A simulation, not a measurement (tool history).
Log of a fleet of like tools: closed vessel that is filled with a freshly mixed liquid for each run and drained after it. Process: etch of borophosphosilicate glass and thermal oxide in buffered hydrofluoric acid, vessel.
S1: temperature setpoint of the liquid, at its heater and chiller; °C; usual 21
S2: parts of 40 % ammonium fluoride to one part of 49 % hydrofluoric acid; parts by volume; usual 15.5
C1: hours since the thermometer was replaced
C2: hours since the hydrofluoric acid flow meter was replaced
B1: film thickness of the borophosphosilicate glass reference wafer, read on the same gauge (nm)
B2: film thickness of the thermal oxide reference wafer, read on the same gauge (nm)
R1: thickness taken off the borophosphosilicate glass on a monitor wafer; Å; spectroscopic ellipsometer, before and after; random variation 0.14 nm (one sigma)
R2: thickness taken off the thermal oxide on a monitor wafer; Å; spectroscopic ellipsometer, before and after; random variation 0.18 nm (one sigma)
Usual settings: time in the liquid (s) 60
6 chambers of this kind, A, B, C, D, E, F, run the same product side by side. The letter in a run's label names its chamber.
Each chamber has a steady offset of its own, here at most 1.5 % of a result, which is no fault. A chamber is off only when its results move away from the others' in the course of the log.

Run 1C, hour 7.4: usual settings; C1 855.6; C2 922.4; B1 129.98; B2 150.01. Result: R1 432.94 Å, R2 379.48 Å.
Run 2D, hour 14.0: usual settings; C1 104.6; C2 530.0; B1 130.03; B2 149.99. Result: R1 434.44 Å, R2 386.72 Å.
Run 3E, hour 21.5: usual settings; C1 447.3; C2 2498.3; B1 129.97; B2 150.00. Result: R1 434.96 Å, R2 379.82 Å.
Run 4A, hour 29.8: usual settings; C1 980.1; C2 770.1; B1 129.97; B2 149.98. Result: R1 443.55 Å, R2 381.88 Å.
At hour 34.0: chamber E: hydrofluoric acid flow meter replaced.
Run 5B, hour 39.3: usual settings; C1 1144.9; C2 837.0; B1 129.99; B2 150.00. Result: R1 443.19 Å, R2 383.07 Å.
Run 6F, hour 44.3: usual settings; C1 511.5; C2 1698.0; B1 130.06; B2 150.00. Result: R1 435.46 Å, R2 377.55 Å.
Run 7D, hour 49.6: usual settings; C1 140.2; C2 565.6; B1 129.99; B2 150.02. Result: R1 435.84 Å, R2 385.94 Å.
Run 8F, hour 59.3: usual settings; C1 526.5; C2 1713.0; B1 130.03; B2 150.02. Result: R1 438.43 Å, R2 383.72 Å.
Run 9A, hour 68.9: usual settings; C1 1019.2; C2 809.2; B1 130.03; B2 150.01. Result: R1 442.34 Å, R2 383.54 Å.
Run 10C, hour 74.4: usual settings; C1 922.6; C2 989.4; B1 130.01; B2 150.01. Result: R1 435.31 Å, R2 383.80 Å.
Run 11E, hour 84.1: usual settings; C1 509.9; C2 50.1; B1 130.02; B2 150.05. Result: R1 437.16 Å, R2 378.94 Å.
Run 12B, hour 90.2: usual settings; C1 1195.8; C2 887.9; B1 129.97; B2 149.99. Result: R1 443.85 Å, R2 385.68 Å.
Run 13E, hour 99.1: usual settings; C1 524.9; C2 65.1; B1 130.03; B2 149.97. Result: R1 434.15 Å, R2 378.85 Å.
Run 14C, hour 107.2: usual settings; C1 955.4; C2 1022.2; B1 129.97; B2 150.01. Result: R1 435.75 Å, R2 384.54 Å.
Run 15F, hour 112.3: usual settings but S1 24 °C; C1 579.5; C2 1766.0; B1 129.98; B2 149.96. Result: R1 512.02 Å, R2 449.41 Å.
Run 16B, hour 118.6: usual settings but S1 24 °C; C1 1224.2; C2 916.3; B1 129.99; B2 149.98. Result: R1 522.78 Å, R2 455.49 Å.
Run 17D, hour 123.8: usual settings but S1 24 °C; C1 214.4; C2 639.8; B1 129.99; B2 150.02. Result: R1 512.26 Å, R2 451.06 Å.
Run 18A, hour 131.3: usual settings but S1 24 °C; C1 1081.6; C2 871.6; B1 129.96; B2 149.99. Result: R1 522.72 Å, R2 455.94 Å.
Run 19F, hour 140.5: usual settings but S1 24 °C; C1 607.7; C2 1794.2; B1 130.02; B2 150.01. Result: R1 514.63 Å, R2 450.77 Å.
Run 20B, hour 150.0: usual settings but S1 24 °C; C1 1255.6; C2 947.7; B1 129.96; B2 150.00. Result: R1 522.20 Å, R2 452.97 Å.
Run 21D, hour 156.6: usual settings; C1 247.2; C2 672.6; B1 129.96; B2 150.02. Result: R1 436.72 Å, R2 382.33 Å.
Run 22A, hour 161.6: usual settings but S1 23 °C; C1 1111.9; C2 901.9; B1 129.97; B2 149.99. Result: R1 495.45 Å, R2 432.07 Å.
Run 23E, hour 167.3: usual settings but S1 23 °C; C1 593.1; C2 133.3; B1 129.97; B2 149.97. Result: R1 486.47 Å, R2 420.58 Å.
Run 24C, hour 174.8: usual settings but S1 23 °C; C1 1023.0; C2 1089.8; B1 130.03; B2 150.01. Result: R1 485.75 Å, R2 429.78 Å.
Run 25A, hour 182.8: usual settings but S1 23 °C; C1 1133.1; C2 923.1; B1 129.99; B2 149.98. Result: R1 491.49 Å, R2 429.31 Å.
Run 26C, hour 187.5: usual settings but S1 23 °C; C1 1035.7; C2 1102.5; B1 130.04; B2 149.99. Result: R1 486.65 Å, R2 425.67 Å.
Run 27E, hour 195.3: usual settings but S1 23 °C; C1 621.1; C2 161.3; B1 130.00; B2 150.00. Result: R1 485.53 Å, R2 420.32 Å.
Run 28F, hour 200.1: usual settings; C1 667.3; C2 1853.8; B1 129.98; B2 149.98. Result: R1 435.16 Å, R2 382.51 Å.
Run 29D, hour 204.7: usual settings but time in the liquid (s) 75; C1 295.3; C2 720.7; B1 129.97; B2 149.99. Result: R1 545.09 Å, R2 474.25 Å.
Run 30B, hour 211.8: usual settings but time in the liquid (s) 75; C1 1317.4; C2 1009.5; B1 129.97; B2 150.00. Result: R1 555.74 Å, R2 481.12 Å.
Run 31E, hour 222.2: usual settings but time in the liquid (s) 75; C1 648.0; C2 188.2; B1 130.02; B2 149.99. Result: R1 542.18 Å, R2 476.16 Å.
At hour 223.4: chamber A: hydrofluoric acid flow meter replaced.
Run 32D, hour 230.6: usual settings but time in the liquid (s) 75; C1 321.2; C2 746.6; B1 130.01; B2 150.03. Result: R1 546.02 Å, R2 477.73 Å.
Run 33A, hour 240.5: usual settings but time in the liquid (s) 75; C1 1190.8; C2 17.1; B1 130.00; B2 150.03. Result: R1 552.45 Å, R2 480.47 Å.
Run 34F, hour 250.6: usual settings but time in the liquid (s) 75; C1 717.8; C2 1904.3; B1 129.98; B2 150.02. Result: R1 543.01 Å, R2 472.26 Å.
Run 35C, hour 257.1: usual settings; C1 1105.3; C2 1172.1; B1 130.04; B2 149.99. Result: R1 435.51 Å, R2 382.87 Å.
At hour 261.8: chamber C: hydrofluoric acid flow meter replaced.
Run 36B, hour 267.0: usual settings; C1 1372.6; C2 1064.7; B1 130.01; B2 150.02. Result: R1 444.08 Å, R2 384.58 Å.
Run 37D, hour 276.9: usual settings; C1 367.5; C2 792.9; B1 130.02; B2 149.97. Result: R1 438.01 Å, R2 380.94 Å.
Run 38F, hour 286.4: usual settings but S1 17 °C, S2 13.0 parts by volume; C1 753.6; C2 1940.1; B1 129.98; B2 150.03. Result: R1 417.59 Å, R2 364.37 Å.
Run 39B, hour 296.8: usual settings but S1 17 °C, S2 13.0 parts by volume; C1 1402.4; C2 1094.5; B1 130.04; B2 149.99. Result: R1 421.66 Å, R2 362.46 Å.
Run 40A, hour 303.2: usual settings but S1 17 °C, S2 13.0 parts by volume; C1 1253.5; C2 79.8; B1 129.98; B2 150.05. Result: R1 417.16 Å, R2 364.22 Å.
Run 41E, hour 311.0: usual settings but S1 17 °C, S2 13.0 parts by volume; C1 736.8; C2 277.0; B1 129.98; B2 149.99. Result: R1 413.59 Å, R2 359.76 Å.
Run 42C, hour 318.2: usual settings but S1 17 °C, S2 13.0 parts by volume; C1 1166.4; C2 56.5; B1 130.00; B2 149.99. Result: R1 413.98 Å, R2 362.85 Å.

Next, every chamber runs the same settings. What will each give?
Run 43A, hour 325.8: usual settings but S1 17 °C. Result: R1 ?, R2 ?.
Run 43B, hour 325.8: usual settings but S1 17 °C. Result: R1 ?, R2 ?.
Run 43C, hour 325.8: usual settings but S1 17 °C. Result: R1 ?, R2 ?.
Run 43D, hour 325.8: usual settings but S1 17 °C. Result: R1 ?, R2 ?.
Run 43E, hour 325.8: usual settings but S1 17 °C. Result: R1 ?, R2 ?.
Run 43F, hour 325.8: usual settings but S1 17 °C. Result: R1 ?, R2 ?.

run      R1      R2
43A  354.46  302.43
43B  356.80  306.56
43C  349.22  306.61
43D  350.66  308.61
43E  347.60  302.32
43F  350.57  305.51
